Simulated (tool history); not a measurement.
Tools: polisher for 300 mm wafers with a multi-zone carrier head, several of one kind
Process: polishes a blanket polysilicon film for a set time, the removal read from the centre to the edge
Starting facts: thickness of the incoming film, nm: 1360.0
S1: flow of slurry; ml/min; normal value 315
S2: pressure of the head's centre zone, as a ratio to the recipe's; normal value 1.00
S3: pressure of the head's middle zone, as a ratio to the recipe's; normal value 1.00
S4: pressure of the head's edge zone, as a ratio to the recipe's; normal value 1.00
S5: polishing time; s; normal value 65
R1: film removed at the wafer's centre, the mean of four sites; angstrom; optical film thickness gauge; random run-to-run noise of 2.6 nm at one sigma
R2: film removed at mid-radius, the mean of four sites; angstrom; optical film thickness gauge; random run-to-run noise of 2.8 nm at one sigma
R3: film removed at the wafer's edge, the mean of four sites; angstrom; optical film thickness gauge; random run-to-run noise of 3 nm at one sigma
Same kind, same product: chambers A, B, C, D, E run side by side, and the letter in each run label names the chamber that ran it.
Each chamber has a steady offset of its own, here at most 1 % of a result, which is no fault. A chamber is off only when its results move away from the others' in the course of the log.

| run | hour | S1 | S2 | S3 | S4 | S5 | R1 | R2 | R3 |
|---|---|---|---|---|---|---|---|---|---|
|  | 4.0 | chamber D: edge zone pressure recalibrated |
|  | 5.5 | chamber B: slurry nozzle cleaned |
|  | 13.3 | chamber C: worn pad replaced by a new one |
| 1C | 14.5 | 315 | 1.00 | 1.00 | 1.00 | 65 | 3369.4 | 3425.6 | 3387.3 |
|  | 18.7 | chamber A: worn pad replaced by a new one |
| 2A | 24.6 | 315 | 1.00 | 1.00 | 1.00 | 65 | 3407.0 | 3365.3 | 3409.0 |
|  | 27.5 | chamber B: worn pad replaced by a new one |
| 3E | 34.3 | 315 | 1.00 | 1.00 | 1.00 | 65 | 3358.8 | 3416.0 | 3413.5 |
| 4B | 46.8 | 315 | 1.00 | 1.00 | 1.00 | 65 | 3435.5 | 3403.2 | 3485.5 |
| 5D | 54.0 | 220 | 1.06 | 1.00 | 1.00 | 65 | 3435.0 | 3267.4 | 3297.8 |
| 6B | 62.4 | 220 | 1.06 | 1.00 | 1.00 | 65 | 3474.0 | 3279.7 | 3323.8 |
|  | 62.9 | chamber E: worn pad replaced by a new one |
|  | 69.5 | chamber D: worn pad replaced by a new one |
| 7A | 69.6 | 220 | 1.06 | 1.00 | 1.00 | 65 | 3450.0 | 3258.1 | 3317.6 |
|  | 72.0 | chamber D: slurry nozzle cleaned |
| 8E | 78.2 | 220 | 1.06 | 1.00 | 1.00 | 65 | 3465.1 | 3253.7 | 3333.1 |
| 9D | 92.7 | 220 | 1.06 | 1.00 | 1.00 | 65 | 3474.0 | 3275.6 | 3330.6 |
| 10C | 108.9 | 315 | 1.00 | 1.00 | 1.00 | 65 | 3379.6 | 3425.0 | 3411.6 |
|  | 110.3 | chamber C: worn pad replaced by a new one |
|  | 123.0 | chamber A: worn pad replaced by a new one |
| 11A | 125.1 | 315 | 1.00 | 1.00 | 1.00 | 65 | 3359.1 | 3381.3 | 3459.0 |
| 12D | 141.3 | 315 | 1.00 | 1.00 | 1.00 | 65 | 3398.4 | 3414.2 | 3417.8 |
|  | 148.2 | chamber B: edge zone pressure recalibrated |
|  | 154.2 | chamber B: worn pad replaced by a new one |
| 13C | 157.1 | 315 | 1.00 | 1.00 | 1.00 | 65 | 3461.8 | 3399.7 | 3377.0 |
|  | 158.9 | chamber E: worn pad replaced by a new one |
|  | 172.5 | chamber D: worn pad replaced by a new one |
| 14B | 173.7 | 315 | 1.00 | 1.00 | 1.00 | 65 | 3424.2 | 3392.7 | 3384.1 |
| 15E | 186.7 | 315 | 1.00 | 1.00 | 1.00 | 65 | 3348.4 | 3416.1 | 3405.4 |
| 16E | 195.2 | 315 | 1.00 | 1.00 | 1.00 | 65 | 3403.7 | 3405.6 | 3446.4 |
|  | 206.2 | chamber A: worn pad replaced by a new one |
|  | 208.6 | chamber C: worn pad replaced by a new one |
| 17C | 211.2 | 315 | 1.00 | 1.00 | 1.00 | 65 | 3360.0 | 3421.5 | 3393.6 |
|  | 225.6 | chamber B: slurry nozzle cleaned |
| 18D | 226.2 | 315 | 1.00 | 1.00 | 1.00 | 65 | 3386.1 | 3393.6 | 3455.7 |
|  | 234.2 | chamber B: centre zone pressure recalibrated |
| 19A | 237.4 | 315 | 1.00 | 1.00 | 1.00 | 65 | 3396.3 | 3449.0 | 3396.5 |
| 20B | 246.7 | 315 | 1.00 | 1.00 | 1.00 | 65 | 3386.6 | 3376.8 | 3417.3 |
|  | 255.1 | chamber E: slurry nozzle cleaned |
| 21A | 256.1 | 315 | 1.00 | 1.00 | 1.00 | 65 | 3416.0 | 3397.3 | 3420.9 |
|  | 257.8 | chamber D: worn pad replaced by a new one |
|  | 263.2 | chamber E: worn pad replaced by a new one |
|  | 263.4 | chamber D: centre zone pressure recalibrated |
|  | 268.5 | chamber B: worn pad replaced by a new one |
| 22E | 272.0 | 315 | 1.00 | 1.00 | 1.00 | 65 | 3409.7 | 3394.3 | 3455.2 |
| 23B | 281.7 | 315 | 1.00 | 1.05 | 0.96 | 65 | 3389.1 | 3533.0 | 3304.0 |
|  | 287.2 | chamber A: centre zone pressure recalibrated |
| 24C | 291.9 | 315 | 1.00 | 1.05 | 0.96 | 65 | 3403.3 | 3568.0 | 3308.3 |
|  | 297.5 | chamber A: worn pad replaced by a new one |
| 25D | 307.1 | 315 | 1.00 | 1.05 | 0.96 | 65 | 3345.0 | 3519.2 | 3304.4 |
|  | 311.4 | chamber C: centre zone pressure recalibrated |
|  | 311.7 | chamber C: worn pad replaced by a new one |
| 26C | 316.5 | 315 | 1.00 | 1.05 | 0.96 | 65 | 3428.2 | 3556.3 | 3294.9 |
| 27E | 327.2 | 315 | 1.00 | 1.05 | 0.96 | 65 | 3388.3 | 3635.5 | 3305.4 |
| 28D | 335.4 | 315 | 1.00 | 1.00 | 1.00 | 65 | 3368.7 | 3407.9 | 3445.7 |
| 29A | 347.3 | 315 | 1.00 | 1.00 | 1.00 | 65 | 3149.6 | 3392.7 | 3427.9 |
|  | 349.4 | chamber C: slurry nozzle cleaned |
|  | 350.1 | chamber E: worn pad replaced by a new one |
|  | 351.7 | chamber D: worn pad replaced by a new one |
| 30B | 363.2 | 315 | 1.00 | 1.00 | 1.00 | 65 | 3421.5 | 3402.2 | 3430.7 |
| 31E | 372.4 | 315 | 1.00 | 1.00 | 1.00 | 65 | 3387.1 | 3433.9 | 3430.8 |
|  | 375.7 | chamber D: slurry nozzle cleaned |
| 32A | 383.4 | 315 | 1.00 | 1.00 | 1.00 | 65 | 3119.5 | 3408.7 | 3413.2 |
| 33C | 394.1 | 315 | 1.00 | 1.00 | 1.00 | 65 | 3406.9 | 3436.5 | 3362.9 |
|  | 398.1 | chamber B: worn pad replaced by a new one |
| 34B | 402.3 | 315 | 1.00 | 1.00 | 1.00 | 65 | 3402.3 | 3432.8 | 3435.8 |
|  | 404.2 | chamber A: worn pad replaced by a new one |
|  | 414.2 | chamber C: worn pad replaced by a new one |
|  | 415.9 | chamber E: centre zone pressure recalibrated |
| 35D | 418.7 | 315 | 1.00 | 1.00 | 1.00 | 65 | 3384.2 | 3370.3 | 3392.5 |
| 36A | 430.3 | 315 | 1.00 | 1.00 | 1.00 | 65 | 3114.2 | 3422.1 | 3451.4 |
| 37E | 440.3 | 315 | 1.00 | 1.00 | 1.00 | 65 | 3363.9 | 3376.0 | 3391.9 |
| 38C | 451.6 | 315 | 1.00 | 1.06 | 1.00 | 65 | 3428.3 | 3564.5 | 3391.3 |
|  | 452.4 | chamber D: worn pad replaced by a new one |
| 39D | 465.6 | 315 | 1.00 | 1.06 | 1.00 | 65 | 3372.0 | 3554.1 | 3444.1 |

One chamber off, gauge drift, or nothing amiss beyond the chambers' own small offsets? If it is a chamber, which one, and what is the likeliest cause?

The work done on chamber A during a service left it standing apart from the others.
Likeliest cause: centre zone's pressure below its setpoint, % = 6.56.

Here are 4 candidates for chamber A's next run, each the usual settings with a change, their results left as question marks. Which one brings its results back in line with what the others give on the usual settings?
Counts as in line when no further than this from what the other chambers average on the usual settings: R1 92.0 angstrom; R2 97.0 angstrom; R3 110.0 angstrom
| 40A-1 | 477.5 | 320 | 1.12 | 0.97 | 0.96 | 66 | ? | ? | ? |
| 40A-2 | 477.5 | 310 | 0.94 | 1.01 | 1.02 | 64 | ? | ? | ? |
| 40A-3 | 477.5 | 320 | 1.06 | 0.99 | 0.98 | 66 | ? | ? | ? |
| 40A-4 | 477.5 | 310 | 0.88 | 1.03 | 1.04 | 64 | ? | ? | ? |

Other chambers, usual settings, mean: R1 3392.6 angstrom; R2 3396.1 angstrom; R3 3407.9 angstrom
| run | R1 | R2 | R3 |
|---|---|---|---|
| 40A-1 | 3620.3 | 3340.0 | 3383.4 |
| 40A-2 | 2884.2 | 3352.2 | 3378.6 |
| 40A-3 | 3408.4 | 3403.0 | 3419.3 |
| 40A-4 | 2679.2 | 3413.2 | 3413.2 |
40A-3 is the one that brings the chamber's results back in line with the other chambers.

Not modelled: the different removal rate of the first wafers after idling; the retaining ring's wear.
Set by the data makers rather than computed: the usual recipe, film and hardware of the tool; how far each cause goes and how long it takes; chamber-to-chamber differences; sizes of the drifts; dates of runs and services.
